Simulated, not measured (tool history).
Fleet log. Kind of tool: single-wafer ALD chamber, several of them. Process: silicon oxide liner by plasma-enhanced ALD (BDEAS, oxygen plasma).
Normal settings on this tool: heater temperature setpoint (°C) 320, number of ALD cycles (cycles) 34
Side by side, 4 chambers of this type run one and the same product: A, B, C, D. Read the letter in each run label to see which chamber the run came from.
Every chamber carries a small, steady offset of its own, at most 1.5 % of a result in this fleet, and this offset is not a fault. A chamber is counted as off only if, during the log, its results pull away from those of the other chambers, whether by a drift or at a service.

run   hour  heater temperature setpoint (°C)  number of ALD cycles (cycles)  hours since the last thermocouple change  read-back reference wafer on the same gauge, thickness_nm  mean film thickness on the monitor wafer (nm)
 1C   13.0                               320                             34                                      91.5                                                     3.0514                                         3.0808
 2A   21.9                               320                             34                                    1143.4                                                     3.0515                                         3.0780
 3B   33.1                               320                             34                                     147.0                                                     3.0522                                         3.0483
 4D   39.0                               320                             34                                     492.1                                                     3.0490                                         3.1050
 5A   46.8                               320                             34                                    1168.3                                                     3.0546                                         3.0775
 6D   57.8                               325                             40                                     510.9                                                     3.0492                                         3.6255
 7B   65.7                               325                             40                                     179.6                                                     3.0492                                         3.5763
 8C   73.3                               325                             40                                     151.8                                                     3.0479                                         3.5655
 9A   86.4                               325                             40                                    1207.9                                                     3.0488                                         3.5726
10C   98.4                               320                             30                                     176.9                                                     3.0471                                         2.7148
11D  105.1                               320                             30                                     558.2                                                     3.0497                                         2.7487
12B  115.8                               320                             30                                     229.7                                                     3.0495                                         2.6798
13A  121.7                               320                             30                                    1243.2                                                     3.0492                                         2.6940
14C  130.0                               310                             34                                     208.5                                                     3.0494                                         3.1355
15D  140.3                               310                             34                                     593.4                                                     3.0483                                         3.1452
16B  148.3                               310                             34                                     262.2                                                     3.0498                                         3.0819
17D  161.4                               310                             34                                     614.5                                                     3.0506                                         3.1440
18B  171.4                               320                             34                                     285.3                                                     3.0542                                         3.0394
19A  178.4                               320                             34                                    1299.9                                                     3.0525                                         3.0609
20C  186.8                               320                             34                                     265.3                                                     3.0514                                         3.0587
21A  199.9                               320                             34                                    1321.4                                                     3.0477                                         3.0553
22D  206.2                               320                             34                                     659.3                                                     3.0489                                         3.1082
23B  214.1                               320                             34                                     328.0                                                     3.0495                                         3.0430
24C  224.1                               320                             34                                     302.6                                                     3.0489                                         3.0697
25C  235.0                               320                             34                                     313.5                                                     3.0494                                         3.0577
26A  245.0                               320                             34                                    1366.5                                                     3.0482                                         3.0596

What goes on in this fleet: one chamber off, a drifting gauge, or nothing beyond the chambers' own small offsets? Name the chamber and the cause, if any.

Nothing is wrong: each chamber keeps only its own small, steady offset and the gauge holds still.

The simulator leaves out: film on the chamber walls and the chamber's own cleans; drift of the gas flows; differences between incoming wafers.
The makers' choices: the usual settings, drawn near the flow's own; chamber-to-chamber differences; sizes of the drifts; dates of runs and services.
